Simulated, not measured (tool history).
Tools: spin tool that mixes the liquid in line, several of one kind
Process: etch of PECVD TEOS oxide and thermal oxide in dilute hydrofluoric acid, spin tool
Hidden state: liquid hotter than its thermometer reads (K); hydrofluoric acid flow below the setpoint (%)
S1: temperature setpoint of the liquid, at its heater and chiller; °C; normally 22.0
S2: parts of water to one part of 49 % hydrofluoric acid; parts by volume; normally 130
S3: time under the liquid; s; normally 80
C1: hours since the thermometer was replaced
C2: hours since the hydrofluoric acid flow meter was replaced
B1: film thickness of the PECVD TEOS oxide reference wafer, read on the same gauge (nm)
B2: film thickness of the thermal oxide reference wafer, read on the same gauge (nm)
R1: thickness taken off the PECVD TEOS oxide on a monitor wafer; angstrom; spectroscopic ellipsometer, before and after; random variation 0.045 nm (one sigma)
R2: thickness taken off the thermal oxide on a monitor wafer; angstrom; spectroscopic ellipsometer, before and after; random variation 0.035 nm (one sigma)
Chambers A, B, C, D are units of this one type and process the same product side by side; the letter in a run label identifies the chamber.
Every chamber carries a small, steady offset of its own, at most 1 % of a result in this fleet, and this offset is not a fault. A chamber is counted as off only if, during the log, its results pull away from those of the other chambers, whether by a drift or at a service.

{"run": "1A", "hour": 10.4, "S1": 22.0, "S2": 130, "S3": 80, "C1": 306.3, "C2": 1081.0, "B1": 129.96, "B2": 130.01, "R1": 100.26, "R2": 25.422}
{"run": "2D", "hour": 18.7, "S1": 22.0, "S2": 130, "S3": 80, "C1": 842.1, "C2": 147.7, "B1": 129.99, "B2": 130.0, "R1": 100.71, "R2": 25.814}
{"run": "3C", "hour": 26.9, "S1": 22.0, "S2": 130, "S3": 80, "C1": 1495.3, "C2": 889.1, "B1": 130.01, "B2": 130.01, "R1": 99.864, "R2": 25.301}
{"run": "4B", "hour": 34.3, "S1": 22.0, "S2": 130, "S3": 80, "C1": 969.2, "C2": 1587.7, "B1": 130.01, "B2": 129.99, "R1": 100.86, "R2": 25.479}
{"run": "5D", "hour": 44.7, "S1": 22.0, "S2": 130, "S3": 80, "C1": 868.1, "C2": 173.7, "B1": 129.94, "B2": 130.0, "R1": 100.47, "R2": 25.667}
{"run": "6C", "hour": 54.5, "S1": 22.0, "S2": 130, "S3": 80, "C1": 1522.9, "C2": 916.7, "B1": 130.02, "B2": 129.99, "R1": 100.81, "R2": 25.282}
{"run": "7A", "hour": 60.3, "S1": 22.0, "S2": 130, "S3": 80, "C1": 356.2, "C2": 1130.9, "B1": 130.01, "B2": 129.99, "R1": 101.22, "R2": 25.278}
{"run": "8B", "hour": 66.4, "S1": 22.0, "S2": 130, "S3": 80, "C1": 1001.3, "C2": 1619.8, "B1": 129.98, "B2": 130.01, "R1": 100.16, "R2": 25.406}
{"hour": 77.7, "done": "chamber C: hydrofluoric acid flow meter replaced"}
{"run": "9D", "hour": 78.6, "S1": 22.0, "S2": 130, "S3": 80, "C1": 902.0, "C2": 207.6, "B1": 129.97, "B2": 130.02, "R1": 100.88, "R2": 25.644}
{"run": "10C", "hour": 87.8, "S1": 22.0, "S2": 130, "S3": 80, "C1": 1556.2, "C2": 10.2, "B1": 129.99, "B2": 130.0, "R1": 100.21, "R2": 25.578}
{"run": "11B", "hour": 96.7, "S1": 22.0, "S2": 130, "S3": 80, "C1": 1031.6, "C2": 1650.1, "B1": 130.03, "B2": 129.98, "R1": 100.34, "R2": 25.739}
{"run": "12A", "hour": 108.5, "S1": 22.0, "S2": 130, "S3": 80, "C1": 404.4, "C2": 1179.1, "B1": 129.99, "B2": 129.99, "R1": 100.65, "R2": 25.323}
{"run": "13C", "hour": 119.2, "S1": 22.0, "S2": 130, "S3": 80, "C1": 1587.6, "C2": 41.6, "B1": 130.02, "B2": 130.0, "R1": 101.39, "R2": 24.689}
{"run": "14B", "hour": 126.7, "S1": 22.0, "S2": 130, "S3": 80, "C1": 1061.6, "C2": 1680.1, "B1": 129.97, "B2": 129.96, "R1": 100.25, "R2": 25.061}
{"run": "15D", "hour": 133.9, "S1": 22.0, "S2": 130, "S3": 80, "C1": 957.3, "C2": 262.9, "B1": 129.98, "B2": 130.01, "R1": 100.98, "R2": 25.625}
{"run": "16A", "hour": 140.4, "S1": 20.5, "S2": 130, "S3": 80, "C1": 436.3, "C2": 1211.0, "B1": 129.97, "B2": 130.02, "R1": 95.034, "R2": 23.505}
{"run": "17C", "hour": 147.8, "S1": 20.5, "S2": 130, "S3": 80, "C1": 1616.2, "C2": 70.2, "B1": 129.99, "B2": 130.0, "R1": 95.287, "R2": 23.663}
{"run": "18D", "hour": 158.3, "S1": 20.5, "S2": 130, "S3": 80, "C1": 981.7, "C2": 287.3, "B1": 129.99, "B2": 130.02, "R1": 95.082, "R2": 23.882}
{"run": "19B", "hour": 167.8, "S1": 20.5, "S2": 130, "S3": 80, "C1": 1102.7, "C2": 1721.2, "B1": 129.95, "B2": 129.98, "R1": 94.532, "R2": 24.433}
{"hour": 175.1, "done": "chamber C: thermometer replaced"}
{"run": "20A", "hour": 175.9, "S1": 22.0, "S2": 130, "S3": 80, "C1": 471.8, "C2": 1246.5, "B1": 130.02, "B2": 129.97, "R1": 101.05, "R2": 25.465}
{"run": "21C", "hour": 181.9, "S1": 22.0, "S2": 130, "S3": 80, "C1": 6.9, "C2": 104.3, "B1": 130.01, "B2": 130.0, "R1": 99.997, "R2": 25.88}
{"run": "22A", "hour": 191.4, "S1": 22.0, "S2": 130, "S3": 80, "C1": 487.3, "C2": 1262.0, "B1": 130.04, "B2": 130.0, "R1": 101.26, "R2": 25.493}
{"run": "23D", "hour": 199.5, "S1": 22.0, "S2": 130, "S3": 80, "C1": 1022.9, "C2": 328.5, "B1": 129.97, "B2": 130.01, "R1": 101.71, "R2": 26.061}
{"run": "24B", "hour": 209.1, "S1": 22.0, "S2": 130, "S3": 80, "C1": 1144.0, "C2": 1762.5, "B1": 129.97, "B2": 130.0, "R1": 102.06, "R2": 25.644}
{"run": "25D", "hour": 219.5, "S1": 22.0, "S2": 130, "S3": 80, "C1": 1042.9, "C2": 348.5, "B1": 129.99, "B2": 130.01, "R1": 101.4, "R2": 26.179}
{"run": "26C", "hour": 230.5, "S1": 22.0, "S2": 130, "S3": 80, "C1": 55.5, "C2": 152.9, "B1": 129.99, "B2": 130.01, "R1": 101.09, "R2": 25.459}
{"run": "27A", "hour": 237.5, "S1": 22.0, "S2": 80, "S3": 110, "C1": 533.4, "C2": 1308.1, "B1": 129.96, "B2": 130.01, "R1": 239.07, "R2": 60.781}

Predict what each chamber gives when all 4 of them run the settings below next.
{"run": "28A", "hour": 246.3, "S1": 22.0, "S2": 130, "S3": 80, "R1": "?", "R2": "?"}
{"run": "28B", "hour": 246.3, "S1": 22.0, "S2": 130, "S3": 80, "R1": "?", "R2": "?"}
{"run": "28C", "hour": 246.3, "S1": 22.0, "S2": 130, "S3": 80, "R1": "?", "R2": "?"}
{"run": "28D", "hour": 246.3, "S1": 22.0, "S2": 130, "S3": 80, "R1": "?", "R2": "?"}

run=28A R1=100.740 R2=25.642
run=28B R1=100.480 R2=25.619
run=28C R1=99.963 R2=25.578
run=28D R1=101.010 R2=25.120

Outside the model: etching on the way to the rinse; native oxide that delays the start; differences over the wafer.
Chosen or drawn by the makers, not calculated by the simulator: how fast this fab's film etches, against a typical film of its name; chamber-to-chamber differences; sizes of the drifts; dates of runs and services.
